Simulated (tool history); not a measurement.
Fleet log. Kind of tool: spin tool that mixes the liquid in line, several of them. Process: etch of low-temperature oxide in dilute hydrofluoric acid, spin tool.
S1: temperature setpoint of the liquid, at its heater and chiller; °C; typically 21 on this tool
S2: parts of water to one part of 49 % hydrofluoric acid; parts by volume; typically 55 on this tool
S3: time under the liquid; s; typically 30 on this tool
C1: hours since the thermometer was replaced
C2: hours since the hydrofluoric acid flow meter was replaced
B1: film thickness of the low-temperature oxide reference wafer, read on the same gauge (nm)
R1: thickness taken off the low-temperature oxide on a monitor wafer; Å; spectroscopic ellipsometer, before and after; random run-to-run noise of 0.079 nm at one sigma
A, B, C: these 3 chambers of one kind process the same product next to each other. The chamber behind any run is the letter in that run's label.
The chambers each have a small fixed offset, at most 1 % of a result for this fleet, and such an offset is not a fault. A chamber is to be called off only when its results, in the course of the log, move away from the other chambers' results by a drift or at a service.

| run | hour | S1 | S2 | S3 | C1 | C2 | B1 | R1 |
|---|---|---|---|---|---|---|---|---|
| 1C | 7.7 | 21 | 55 | 30 | 735.0 | 878.3 | 59.980 | 105.600 |
| 2A | 15.1 | 21 | 55 | 30 | 194.6 | 1970.5 | 60.039 | 103.750 |
| 3B | 21.7 | 21 | 55 | 30 | 700.2 | 709.4 | 59.971 | 103.460 |
| 4B | 33.6 | 21 | 55 | 30 | 712.1 | 721.3 | 59.966 | 105.180 |
| 5A | 44.5 | 21 | 40 | 40 | 224.0 | 1999.9 | 60.004 | 192.470 |
| 6C | 51.2 | 21 | 40 | 40 | 778.5 | 921.8 | 59.999 | 192.880 |
|  | 52.5 | chamber B: hydrofluoric acid flow meter replaced |
| 7B | 63.4 | 21 | 40 | 40 | 741.9 | 11.0 | 59.987 | 194.520 |
| 8C | 76.6 | 21 | 55 | 30 | 803.9 | 947.2 | 60.013 | 104.160 |
| 9A | 88.3 | 25 | 55 | 50 | 267.8 | 2043.7 | 60.004 | 204.750 |
| 10A | 94.6 | 25 | 55 | 50 | 274.1 | 2050.0 | 59.958 | 199.790 |
| 11B | 106.3 | 25 | 55 | 50 | 784.8 | 53.9 | 59.984 | 206.210 |
| 12C | 115.6 | 21 | 55 | 30 | 842.9 | 986.2 | 60.011 | 104.460 |
| 13B | 126.5 | 17 | 55 | 30 | 805.0 | 74.1 | 59.995 | 87.650 |
| 14C | 135.8 | 17 | 55 | 30 | 863.1 | 1006.4 | 60.004 | 87.238 |
|  | 136.3 | chamber A: hydrofluoric acid flow meter replaced |
| 15A | 145.9 | 17 | 55 | 30 | 325.4 | 9.7 | 60.019 | 87.795 |
| 16C | 155.2 | 25 | 55 | 30 | 882.5 | 1025.8 | 59.941 | 123.520 |
| 17A | 161.2 | 25 | 55 | 30 | 340.7 | 25.0 | 59.997 | 122.800 |
| 18B | 174.2 | 25 | 55 | 30 | 852.7 | 121.8 | 60.026 | 123.780 |
| 19C | 184.3 | 21 | 55 | 30 | 911.6 | 1054.9 | 59.996 | 104.790 |
| 20B | 191.8 | 21 | 55 | 30 | 870.3 | 139.4 | 60.006 | 103.980 |
| 21A | 199.2 | 21 | 55 | 30 | 378.7 | 63.0 | 60.003 | 101.810 |
| 22B | 206.0 | 21 | 55 | 30 | 884.5 | 153.6 | 59.967 | 103.810 |
| 23C | 214.1 | 21 | 55 | 40 | 941.4 | 1084.7 | 59.986 | 139.490 |
| 24A | 227.6 | 21 | 55 | 40 | 407.1 | 91.4 | 60.011 | 137.560 |
| 25B | 235.3 | 21 | 55 | 40 | 913.8 | 182.9 | 59.950 | 139.110 |
| 26A | 244.4 | 21 | 55 | 30 | 423.9 | 108.2 | 60.024 | 102.790 |
| 27C | 253.4 | 21 | 55 | 30 | 980.7 | 1124.0 | 60.001 | 104.040 |
| 28A | 260.4 | 21 | 55 | 30 | 439.9 | 124.2 | 60.042 | 105.120 |

Is one chamber off against the others, does the gauge drift, or is nothing wrong? If a chamber is off, say which, and what the likeliest cause is.

The fleet is healthy, with each chamber sitting at its usual small offset and no drift in the gauge.
